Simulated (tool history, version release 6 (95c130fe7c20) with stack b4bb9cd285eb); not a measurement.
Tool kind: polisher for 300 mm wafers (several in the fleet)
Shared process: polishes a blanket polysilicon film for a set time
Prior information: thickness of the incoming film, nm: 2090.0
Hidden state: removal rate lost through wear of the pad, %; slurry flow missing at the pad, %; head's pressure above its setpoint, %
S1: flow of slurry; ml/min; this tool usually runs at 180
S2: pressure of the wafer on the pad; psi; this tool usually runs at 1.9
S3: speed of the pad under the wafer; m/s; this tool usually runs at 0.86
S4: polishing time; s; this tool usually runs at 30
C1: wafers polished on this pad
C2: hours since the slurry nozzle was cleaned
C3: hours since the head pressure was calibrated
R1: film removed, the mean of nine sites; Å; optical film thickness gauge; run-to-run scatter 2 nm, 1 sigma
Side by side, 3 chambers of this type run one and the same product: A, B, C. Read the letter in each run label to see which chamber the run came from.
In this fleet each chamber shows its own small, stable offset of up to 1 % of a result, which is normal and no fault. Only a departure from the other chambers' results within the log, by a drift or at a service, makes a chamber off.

At hour 6.9: chamber C: slurry nozzle cleaned.
Run 1A, hour 10.3: usual settings; C1 583; C2 511.5; C3 351.3. Result: R1 1361.2 Å.
Run 2C, hour 20.9: usual settings; C1 452; C2 14.0; C3 697.3. Result: R1 1328.6 Å.
At hour 28.4: chamber B: slurry nozzle cleaned.
Run 3B, hour 29.0: usual settings; C1 475; C2 0.7; C3 312.7. Result: R1 1339.9 Å.
Run 4A, hour 37.1: usual settings; C1 945; C2 538.3; C3 378.1. Result: R1 1325.3 Å.
At hour 40.6: chamber B: worn pad replaced by a new one.
Run 5C, hour 46.2: usual settings but S1 200 ml/min, S2 1.5 psi; C1 794; C2 39.3; C3 722.6. Result: R1 1081.5 Å.
Run 6B, hour 56.8: usual settings but S1 200 ml/min, S2 1.5 psi; C1 219; C2 28.5; C3 340.5. Result: R1 1079.8 Å.
At hour 61.8: chamber A: slurry nozzle cleaned.
Run 7A, hour 62.9: usual settings but S1 200 ml/min, S2 1.5 psi; C1 1294; C2 1.2; C3 403.9. Result: R1 1075.0 Å.
Run 8C, hour 67.9: usual settings; C1 1087; C2 61.0; C3 744.3. Result: R1 1320.6 Å.
At hour 71.6: chamber A: worn pad replaced by a new one.
Run 9B, hour 77.4: usual settings but S1 210 ml/min; C1 497; C2 49.1; C3 361.1. Result: R1 1368.0 Å.
At hour 84.8: chamber B: worn pad replaced by a new one.
Run 10C, hour 85.7: usual settings but S1 210 ml/min; C1 1328; C2 78.8; C3 762.1. Result: R1 1313.9 Å.
Run 11B, hour 94.6: usual settings but S1 210 ml/min; C1 133; C2 66.3; C3 378.3. Result: R1 1405.4 Å.
Run 12A, hour 102.7: usual settings; C1 420; C2 41.0; C3 443.7. Result: R1 1340.6 Å.
Run 13A, hour 112.1: usual settings; C1 547; C2 50.4; C3 453.1. Result: R1 1336.9 Å.
Run 14C, hour 118.8: usual settings but S2 2.3 psi, S4 21 s; C1 1775; C2 111.9; C3 795.2. Result: R1 1078.0 Å.
Run 15B, hour 125.8: usual settings but S2 2.3 psi, S4 21 s; C1 554; C2 97.5; C3 409.5. Result: R1 1160.5 Å.
At hour 126.3: chamber B: worn pad replaced by a new one.
Run 16C, hour 135.0: usual settings but S2 2.3 psi, S4 21 s; C1 1994; C2 128.1; C3 811.4. Result: R1 1094.8 Å.
Run 17A, hour 146.3: usual settings; C1 1009; C2 84.6; C3 487.3. Result: R1 1339.8 Å.
At hour 151.0: chamber A: worn pad replaced by a new one.
Run 18B, hour 152.7: usual settings; C1 357; C2 124.4; C3 436.4. Result: R1 1326.2 Å.
Run 19A, hour 158.7: usual settings; C1 104; C2 97.0; C3 499.7. Result: R1 1350.0 Å.
Run 20C, hour 169.6: usual settings; C1 2461; C2 162.7; C3 846.0. Result: R1 1269.7 Å.
At hour 176.6: chamber B: worn pad replaced by a new one.
Run 21B, hour 178.1: usual settings; C1 20; C2 149.8; C3 461.8. Result: R1 1368.3 Å.
Run 22B, hour 187.2: usual settings; C1 143; C2 158.9; C3 470.9. Result: R1 1309.4 Å.
Run 23C, hour 197.2: usual settings; C1 2834; C2 190.3; C3 873.6. Result: R1 1274.3 Å.
Run 24A, hour 207.0: usual settings; C1 756; C2 145.3; C3 548.0. Result: R1 1338.5 Å.
Run 25C, hour 214.0: usual settings; C1 3061; C2 207.1; C3 890.4. Result: R1 1250.2 Å.
Run 26A, hour 223.8: usual settings but S1 140 ml/min, S3 0.68 m/s; C1 983; C2 162.1; C3 564.8. Result: R1 1025.8 Å.

Which is it: a chamber that has drifted or been left off by a service, a gauge drift common to all chambers, or only each chamber's usual small offset? If a chamber is off, name it and its likeliest cause.

Little by little, chamber C moves away from the other chambers.
Most likely cause: removal rate lost through wear of the pad, % = 7.7.
From this log alone, it may not be told apart from: slurry flow missing at the pad, %; head's pressure below its setpoint, %.

Which of the 4 candidates below, each the usual settings with something changed and its results left as question marks, puts chamber C back in line with what the other chambers give on the usual settings?
In line here means within this much of the mean the other chambers give on the usual settings: R1 70.0 Å
Run 27C-1, hour 232.1: usual settings but S2 1.7 psi, S3 0.80 m/s. Result: R1 ?.
Run 27C-2, hour 232.1: usual settings but S3 0.78 m/s. Result: R1 ?.
Run 27C-3, hour 232.1: usual settings but S2 2.0 psi, S3 0.92 m/s, S4 32 s. Result: R1 ?.
Run 27C-4, hour 232.1: usual settings but S2 2.0 psi, S3 0.88 m/s, S4 31 s. Result: R1 ?.

The other chambers' mean on the usual settings: R1 1341.1 Å
  run      R1
27C-1  1028.1
27C-2  1119.6
27C-3  1486.3
27C-4  1376.4
The right change is 27C-4: it brings the chamber back within the allowed miss of the others.

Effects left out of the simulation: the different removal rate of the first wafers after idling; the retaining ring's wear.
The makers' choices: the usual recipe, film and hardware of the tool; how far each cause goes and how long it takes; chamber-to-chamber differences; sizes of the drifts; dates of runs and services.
